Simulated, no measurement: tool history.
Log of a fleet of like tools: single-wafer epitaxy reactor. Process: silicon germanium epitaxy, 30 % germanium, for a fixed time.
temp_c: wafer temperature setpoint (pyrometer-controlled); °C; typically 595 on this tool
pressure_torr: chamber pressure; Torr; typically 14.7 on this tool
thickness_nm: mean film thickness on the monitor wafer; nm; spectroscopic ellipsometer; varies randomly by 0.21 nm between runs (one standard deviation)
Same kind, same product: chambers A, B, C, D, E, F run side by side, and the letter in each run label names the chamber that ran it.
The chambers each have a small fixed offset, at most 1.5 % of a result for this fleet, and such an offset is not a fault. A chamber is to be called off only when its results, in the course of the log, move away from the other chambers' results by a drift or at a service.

run   hour  temp_c  pressure_torr  hours since the last pyrometer calibration  hours since the last manometer calibration  read-back reference wafer on the same gauge, thickness_nm  thickness_nm
 1F    2.4     595           14.7                                       358.6                                       736.3                                                     50.442        47.632
 2A    6.6     595           14.7                                       558.6                                      2669.4                                                     50.526        47.654
 3D    9.5     595           14.7                                       485.3                                       927.8                                                     50.514        48.123
 4C   13.6     595           14.7                                      1006.3                                        1484                                                     50.528        47.822
 5E   16.3     604           16.3                                      1185.3                                       728.5                                                     50.513        58.584
 6B   20.8     604           16.3                                       991.6                                         715                                                     50.495        58.165
 7B   23.5     604           16.3                                       994.3                                       717.7                                                      50.49         57.89
 8D   28.3     604           16.3                                       504.1                                       946.6                                                     50.584        59.164
 9E     33     604           16.3                                        1202                                       745.2                                                     50.455        59.055
10F   37.3     604           16.3                                       393.5                                       771.2                                                     50.567        58.349
11C   40.5     595           14.7                                      1033.2                                      1510.9                                                     50.515        48.112
12A   44.8     595           14.7                                       596.8                                      2707.6                                                     50.502        47.609
13A   49.2     595           14.7                                       601.2                                        2712                                                     50.541        47.334
14D   52.9     595           14.7                                       528.7                                       971.2                                                     50.441        48.102
15C   57.9     595           14.7                                      1050.6                                      1528.3                                                     50.496         47.89
16E   61.9     585           16.9                                      1230.9                                       774.1                                                     50.506        41.533
      64.9  -- chamber B: pyrometer calibrated
17F   65.7     585           16.9                                       421.9                                       799.6                                                     50.491        41.923
18B   68.8     585           16.9                                         3.9                                         763                                                     50.499        43.017
19D   72.3     585           16.9                                       548.1                                       990.6                                                     50.509        41.872
20A   74.9     585           16.9                                       626.9                                      2737.7                                                     50.471        41.615
21C   78.7     585           16.9                                      1071.4                                      1549.1                                                     50.528        41.774
22F   83.8     595           14.7                                         440                                       817.7                                                     50.512         47.59
23E   86.4     595           14.7                                      1255.4                                       798.6                                                     50.504        47.853
24B   89.4     595           14.7                                        24.5                                       783.6                                                     50.508        48.913
25D     94     595           14.7                                       569.8                                      1012.3                                                     50.561        47.907
26A   97.2     595           14.7                                       649.2                                        2760                                                     50.485        47.554
27B  100.5     595           14.7                                        35.6                                       794.7                                                     50.487        49.047
28F  104.7     595           14.7                                       460.9                                       838.6                                                     50.503        47.914
29E  109.6     595           14.7                                      1278.6                                       821.8                                                     50.577        47.836
30C  113.2     595           14.7                                      1105.9                                      1583.6                                                     50.486        47.645
31E    116     595           14.7                                        1285                                       828.2                                                     50.511        47.665
32F  120.8     595           14.7                                         477                                       854.7                                                     50.497        47.311
33A  124.5     595           14.7                                       676.5                                      2787.3                                                     50.524        47.302
34B  126.9     595           14.7                                          62                                       821.1                                                     50.491        49.322
35C  131.8     595           14.7                                      1124.5                                      1602.2                                                     50.579        47.721
36D  135.3     595             12                                       611.1                                      1053.6                                                     50.497        44.305
37B    138     595             12                                        73.1                                       832.2                                                     50.531        44.988
38E  141.9     595             12                                      1310.9                                       854.1                                                     50.526         43.89
39D  146.7     595             12                                       622.5                                        1065                                                     50.466        43.913
40C  149.1     595             12                                      1141.8                                      1619.5                                                     50.554        44.361
41A  153.5     595             12                                       705.5                                      2816.3                                                     50.539        43.903
42F  157.3     595           14.7                                       513.5                                       891.2                                                     50.507        47.586
43B    161     595           14.7                                        96.1                                       855.2                                                     50.523        48.694
44C  164.8     595           14.7                                      1157.5                                      1635.2                                                     50.521        48.087

The same settings go to every chamber for the next run, one line per chamber below. Forecast the results for each:
45A  168.6     586           14.7                                                                                                                                                                ?
45B  168.6     586           14.7                                                                                                                                                                ?
45C  168.6     586           14.7                                                                                                                                                                ?
45D  168.6     586           14.7                                                                                                                                                                ?
45E  168.6     586           14.7                                                                                                                                                                ?
45F  168.6     586           14.7                                                                                                                                                                ?

run  thickness_nm
45A        40.269
45B        41.221
45C        40.387
45D        40.193
45E        40.118
45F         40.27
